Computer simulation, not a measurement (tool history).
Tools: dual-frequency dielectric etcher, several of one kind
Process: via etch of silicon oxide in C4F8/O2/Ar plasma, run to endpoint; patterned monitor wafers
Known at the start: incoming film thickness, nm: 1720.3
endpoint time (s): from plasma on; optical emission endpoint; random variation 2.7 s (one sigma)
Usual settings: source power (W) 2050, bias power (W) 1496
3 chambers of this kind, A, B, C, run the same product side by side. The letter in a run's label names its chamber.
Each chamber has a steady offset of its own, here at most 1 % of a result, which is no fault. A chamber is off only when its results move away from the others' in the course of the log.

run	hour	source power (W)	bias power (W)	endpoint time (s)
1A	4.5	2050	1496	367.11
2C	7.0	2050	1496	370.70
3B	11.7	2050	1496	367.79
4B	16.2	2050	1496	362.86
5A	20.2	2050	1496	369.64
6C	22.6	2050	1496	362.94
7A	26.3	2050	1496	366.78
8B	30.5	2050	1496	362.29
9C	33.7	2050	1496	363.27
10A	36.8	2050	1219	387.57
11C	39.4	2050	1219	382.05
12B	42.9	2050	1219	380.51
13A	46.4	2050	1496	367.00
14C	50.1	2050	1496	365.80
# hour 51.0: chamber C: wet clean of the chamber
15B	53.2	2050	1838	343.75
16A	56.5	2050	1838	342.61
17B	59.4	2050	1838	343.36
18C	61.8	1670	1163	417.73
19A	66.1	1670	1163	423.76
20B	71.0	1670	1163	419.96
21C	73.8	2050	1496	370.08
22B	76.4	2050	1375	373.97
23A	80.5	2050	1375	370.93
24C	83.2	2050	1375	377.75
25C	85.5	2050	1496	370.13
26B	89.7	2050	1496	365.55
27A	92.6	2050	1496	368.24
28B	96.4	2050	1496	358.60
# hour 101.0: chamber B: wet clean of the chamber
29A	101.2	2050	1496	366.70
30C	104.6	2050	1496	368.39
31A	107.7	2050	1496	369.09
32C	109.9	2050	1496	366.68
33B	113.9	2050	1496	361.03
34A	116.4	2050	1496	367.45
35B	120.1	2050	1496	366.86
36C	122.9	2050	1496	363.87
37B	125.9	2050	1496	367.27
38A	131.0	2050	1222	390.50
39C	134.6	2050	1222	389.13
40B	137.8	2050	1222	384.07
41C	142.3	2050	1496	369.30

Is one chamber off against the others, does the gauge drift, or is nothing wrong? If a chamber is off, say which, and what the likeliest cause is.

No chamber stands off beyond its own small offset, and the gauge holds steady.

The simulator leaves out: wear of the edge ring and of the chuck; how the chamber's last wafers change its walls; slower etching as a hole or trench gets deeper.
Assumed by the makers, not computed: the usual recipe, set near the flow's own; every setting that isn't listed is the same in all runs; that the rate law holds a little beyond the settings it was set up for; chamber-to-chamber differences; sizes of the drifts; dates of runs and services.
